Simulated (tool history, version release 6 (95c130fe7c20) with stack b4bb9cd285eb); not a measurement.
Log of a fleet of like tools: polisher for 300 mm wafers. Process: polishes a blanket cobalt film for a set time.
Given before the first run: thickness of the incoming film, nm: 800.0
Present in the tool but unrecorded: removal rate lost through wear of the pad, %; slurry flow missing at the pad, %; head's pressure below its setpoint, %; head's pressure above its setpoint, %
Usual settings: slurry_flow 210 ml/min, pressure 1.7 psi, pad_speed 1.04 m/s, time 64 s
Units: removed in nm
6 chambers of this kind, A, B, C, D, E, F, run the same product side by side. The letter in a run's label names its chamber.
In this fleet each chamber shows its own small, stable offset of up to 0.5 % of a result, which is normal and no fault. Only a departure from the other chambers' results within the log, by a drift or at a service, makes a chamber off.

| run | day | slurry_flow | pressure | pad_speed | time | wafers polished on this pad | hours since the slurry nozzle was cleaned | hours since the head pressure was calibrated | removed |
|---|---|---|---|---|---|---|---|---|---|
|  | 0.229 | chamber D: worn pad replaced by a new one |
| 1C | 0.262 | 210 | 1.7 | 1.04 | 64 | 664 | 228.3 | 177.1 | 242.10 |
|  | 0.283 | chamber F: worn pad replaced by a new one |
|  | 0.504 | chamber E: worn pad replaced by a new one |
| 2A | 0.621 | 210 | 1.7 | 1.04 | 64 | 860 | 32.6 | 233.5 | 241.04 |
|  | 0.721 | chamber B: worn pad replaced by a new one |
| 3F | 0.858 | 210 | 1.7 | 1.04 | 64 | 171 | 438.8 | 148.2 | 237.94 |
|  | 1.154 | chamber A: worn pad replaced by a new one |
| 4B | 1.154 | 210 | 1.7 | 1.04 | 64 | 129 | 168.9 | 417.5 | 241.57 |
| 5E | 1.462 | 210 | 1.7 | 1.04 | 64 | 286 | 251.3 | 42.6 | 243.34 |
|  | 1.650 | chamber D: head pressure recalibrated |
| 6D | 1.679 | 210 | 1.7 | 1.04 | 64 | 432 | 97.0 | 0.7 | 242.25 |
| 7A | 1.938 | 210 | 1.7 | 1.04 | 64 | 233 | 64.2 | 265.1 | 242.51 |
| 8E | 2.162 | 180 | 1.7 | 1.04 | 44 | 494 | 268.1 | 59.4 | 161.52 |
| 9C | 2.362 | 180 | 1.7 | 1.04 | 44 | 1289 | 278.7 | 227.5 | 162.76 |
|  | 2.654 | chamber C: worn pad replaced by a new one |
|  | 2.671 | chamber D: worn pad replaced by a new one |
| 10D | 2.758 | 180 | 1.7 | 1.04 | 44 | 26 | 122.9 | 26.6 | 162.01 |
|  | 3.071 | chamber B: slurry nozzle cleaned |
| 11B | 3.154 | 180 | 1.7 | 1.04 | 44 | 724 | 2.0 | 465.5 | 162.12 |
| 12F | 3.425 | 180 | 1.7 | 1.04 | 44 | 935 | 500.4 | 209.8 | 159.54 |
| 13C | 3.788 | 180 | 1.7 | 1.04 | 44 | 337 | 312.9 | 261.7 | 159.53 |
|  | 3.983 | chamber B: worn pad replaced by a new one |
| 14B | 4.129 | 210 | 1.7 | 1.04 | 64 | 43 | 25.4 | 488.9 | 240.58 |
|  | 4.179 | chamber F: worn pad replaced by a new one |
| 15E | 4.388 | 210 | 1.7 | 1.04 | 64 | 1156 | 321.5 | 112.8 | 240.33 |
|  | 4.525 | chamber D: worn pad replaced by a new one |
|  | 4.571 | chamber E: slurry nozzle cleaned |
| 16A | 4.742 | 210 | 1.7 | 1.04 | 64 | 1067 | 131.5 | 332.4 | 243.62 |
|  | 4.946 | chamber A: worn pad replaced by a new one |
| 17D | 5.038 | 210 | 1.1 | 1.04 | 64 | 153 | 177.6 | 81.3 | 156.58 |
| 18F | 5.288 | 210 | 1.1 | 1.04 | 64 | 330 | 545.1 | 254.5 | 156.47 |
| 19C | 5.525 | 210 | 1.1 | 1.04 | 64 | 854 | 354.6 | 303.4 | 152.40 |
|  | 5.771 | chamber E: worn pad replaced by a new one |
| 20B | 5.904 | 210 | 1.1 | 1.04 | 64 | 571 | 68.0 | 531.5 | 152.72 |
| 21D | 6.242 | 210 | 1.1 | 1.04 | 64 | 511 | 206.5 | 110.2 | 160.32 |
|  | 6.396 | chamber D: worn pad replaced by a new one |
| 22E | 6.504 | 210 | 1.1 | 1.04 | 64 | 218 | 46.4 | 163.6 | 158.12 |
| 23F | 6.775 | 210 | 1.7 | 1.04 | 64 | 773 | 580.8 | 290.2 | 242.24 |
|  | 6.892 | chamber C: worn pad replaced by a new one |
| 24A | 7.208 | 210 | 1.7 | 1.04 | 64 | 674 | 190.7 | 391.6 | 246.01 |
|  | 7.554 | chamber F: worn pad replaced by a new one |
|  | 7.596 | chamber B: worn pad replaced by a new one |
| 25F | 7.629 | 210 | 1.7 | 1.04 | 64 | 22 | 601.3 | 310.7 | 244.86 |
| 26B | 7.875 | 210 | 1.7 | 1.04 | 64 | 83 | 115.3 | 578.8 | 241.50 |
| 27A | 8.112 | 175 | 1.7 | 1.04 | 64 | 943 | 212.4 | 413.3 | 238.16 |
|  | 8.267 | chamber A: worn pad replaced by a new one |
| 28D | 8.358 | 175 | 1.7 | 1.04 | 64 | 584 | 257.3 | 161.0 | 237.15 |
| 29E | 8.650 | 175 | 1.7 | 1.04 | 64 | 857 | 97.9 | 215.1 | 234.58 |
|  | 8.800 | chamber D: worn pad replaced by a new one |
| 30C | 8.983 | 175 | 1.7 | 1.04 | 64 | 622 | 437.6 | 386.4 | 223.04 |
| 31D | 9.421 | 175 | 1.7 | 1.04 | 64 | 185 | 282.8 | 186.5 | 235.76 |
| 32F | 9.667 | 175 | 1.7 | 1.04 | 64 | 629 | 650.2 | 359.6 | 232.38 |
| 33A | 9.925 | 210 | 1.7 | 1.04 | 64 | 494 | 255.9 | 456.8 | 237.48 |
| 34E | 10.142 | 210 | 1.7 | 1.04 | 64 | 1300 | 133.7 | 250.9 | 239.86 |
| 35B | 10.483 | 210 | 1.7 | 1.04 | 64 | 859 | 177.9 | 641.4 | 239.30 |
| 36C | 10.746 | 175 | 2.0 | 1.04 | 64 | 1147 | 479.9 | 428.7 | 262.50 |

The same settings go to every chamber for the next run, one line per chamber below. Forecast the results for each:
| 37A | 11.062 | 210 | 1.7 | 1.04 | 72 |  |  |  | ? |
| 37B | 11.062 | 210 | 1.7 | 1.04 | 72 |  |  |  | ? |
| 37C | 11.062 | 210 | 1.7 | 1.04 | 72 |  |  |  | ? |
| 37D | 11.062 | 210 | 1.7 | 1.04 | 72 |  |  |  | ? |
| 37E | 11.062 | 210 | 1.7 | 1.04 | 72 |  |  |  | ? |
| 37F | 11.062 | 210 | 1.7 | 1.04 | 72 |  |  |  | ? |

| run | removed |
|---|---|
| 37A | 274.02 |
| 37B | 270.24 |
| 37C | 252.74 |
| 37D | 273.28 |
| 37E | 272.14 |
| 37F | 268.80 |
